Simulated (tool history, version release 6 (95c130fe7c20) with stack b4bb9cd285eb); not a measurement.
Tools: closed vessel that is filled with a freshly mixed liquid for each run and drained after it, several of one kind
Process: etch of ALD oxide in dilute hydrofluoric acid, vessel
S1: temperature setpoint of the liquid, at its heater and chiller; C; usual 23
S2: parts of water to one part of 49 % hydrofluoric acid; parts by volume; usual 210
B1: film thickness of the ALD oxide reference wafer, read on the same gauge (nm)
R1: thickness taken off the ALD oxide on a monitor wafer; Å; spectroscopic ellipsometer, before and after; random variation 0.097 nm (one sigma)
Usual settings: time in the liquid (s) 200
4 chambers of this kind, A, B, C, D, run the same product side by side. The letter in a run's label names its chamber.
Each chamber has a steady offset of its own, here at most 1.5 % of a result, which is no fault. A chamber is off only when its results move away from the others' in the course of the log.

Run 1B, hour 8.0: usual settings; B1 150.01. Result: R1 137.270 Å.
Run 2C, hour 20.0: usual settings; B1 150.01. Result: R1 136.340 Å.
Run 3D, hour 30.0: usual settings; B1 150.00. Result: R1 135.980 Å.
Run 4A, hour 44.0: usual settings; B1 150.04. Result: R1 133.150 Å.
Run 5C, hour 51.4: usual settings; B1 150.00. Result: R1 135.260 Å.
Run 6D, hour 67.3: usual settings; B1 149.96. Result: R1 138.560 Å.
Run 7B, hour 78.6: usual settings; B1 150.00. Result: R1 136.680 Å.
Run 8A, hour 92.9: usual settings; B1 150.02. Result: R1 132.450 Å.
Run 9A, hour 107.6: usual settings; B1 150.01. Result: R1 134.050 Å.
Run 10D, hour 114.8: usual settings; B1 150.04. Result: R1 138.890 Å.
At hour 121.7: chamber A: hydrofluoric acid flow meter replaced.
Run 11C, hour 121.9: usual settings; B1 150.00. Result: R1 134.850 Å.
Run 12B, hour 133.3: usual settings; B1 150.00. Result: R1 137.210 Å.
Run 13A, hour 148.4: usual settings; B1 149.98. Result: R1 135.590 Å.
Run 14D, hour 164.3: usual settings; B1 149.98. Result: R1 140.540 Å.
Run 15B, hour 173.1: usual settings; B1 149.98. Result: R1 138.190 Å.
Run 16C, hour 186.1: usual settings; B1 150.00. Result: R1 136.880 Å.
Run 17C, hour 196.0: usual settings; B1 149.97. Result: R1 135.130 Å.
Run 18B, hour 203.1: usual settings; B1 150.01. Result: R1 137.540 Å.
At hour 207.7: chamber B: thermometer replaced.
Run 19D, hour 215.8: usual settings; B1 149.97. Result: R1 141.170 Å.
Run 20A, hour 229.3: usual settings; B1 150.00. Result: R1 136.890 Å.
Run 21B, hour 241.9: usual settings; B1 149.97. Result: R1 137.490 Å.
Run 22D, hour 256.4: usual settings; B1 149.96. Result: R1 141.460 Å.
Run 23C, hour 270.2: usual settings; B1 150.03. Result: R1 136.300 Å.
Run 24A, hour 286.0: usual settings; B1 150.01. Result: R1 134.080 Å.
Run 25C, hour 300.2: usual settings; B1 150.02. Result: R1 136.210 Å.
Run 26A, hour 307.5: usual settings; B1 150.00. Result: R1 133.490 Å.
Run 27B, hour 315.6: usual settings; B1 149.98. Result: R1 137.150 Å.
Run 28D, hour 329.2: usual settings; B1 150.01. Result: R1 144.210 Å.
Run 29C, hour 341.6: usual settings; B1 149.99. Result: R1 134.640 Å.
Run 30B, hour 353.3: usual settings; B1 149.98. Result: R1 137.470 Å.
Run 31D, hour 367.8: usual settings; B1 150.05. Result: R1 144.500 Å.
Run 32A, hour 382.2: usual settings but S1 19 C, S2 170 parts by volume; B1 150.01. Result: R1 147.510 Å.
Run 33C, hour 393.6: usual settings but S1 19 C, S2 170 parts by volume; B1 150.00. Result: R1 148.170 Å.
Run 34B, hour 408.0: usual settings but S1 19 C, S2 170 parts by volume; B1 149.99. Result: R1 148.020 Å.
At hour 412.3: chamber A: thermometer replaced.
Run 35A, hour 419.6: usual settings but S1 19 C, S2 170 parts by volume; B1 149.98. Result: R1 147.260 Å.
Run 36D, hour 428.8: usual settings; B1 149.99. Result: R1 145.100 Å.
Run 37A, hour 437.3: usual settings; B1 150.00. Result: R1 134.110 Å.
Run 38B, hour 452.7: usual settings; B1 150.01. Result: R1 136.360 Å.
Run 39D, hour 460.2: usual settings; B1 150.03. Result: R1 144.040 Å.

What goes on in this fleet: one chamber off, a drifting gauge, or nothing beyond the chambers' own small offsets? Name the chamber and the cause, if any.

Chamber D drifts away from the others.
Cause: liquid hotter than its thermometer reads (K) = 1.82.
The log may not tell that from: hydrofluoric acid flow above the setpoint (%).

Here are 4 candidates for chamber D's next run, each the usual settings with a change, their results left as question marks. Which one brings its results back in line with what the others give on the usual settings?
In line means no further than this from the other chambers' mean on the usual settings: R1 3.400 Å
Run 40D-1, hour 471.7: usual settings but S2 215 parts by volume, time in the liquid (s) 190. Result: R1 ?.
Run 40D-2, hour 471.7: usual settings but time in the liquid (s) 215. Result: R1 ?.
Run 40D-3, hour 471.7: usual settings but time in the liquid (s) 205. Result: R1 ?.
Run 40D-4, hour 471.7: usual settings but S1 22 C. Result: R1 ?.

The other chambers' mean on the usual settings: R1 135.400 Å
  run       R1
40D-1  134.620
40D-2  156.790
40D-3  149.500
40D-4  140.710
40D-1 brings the chamber back in line.

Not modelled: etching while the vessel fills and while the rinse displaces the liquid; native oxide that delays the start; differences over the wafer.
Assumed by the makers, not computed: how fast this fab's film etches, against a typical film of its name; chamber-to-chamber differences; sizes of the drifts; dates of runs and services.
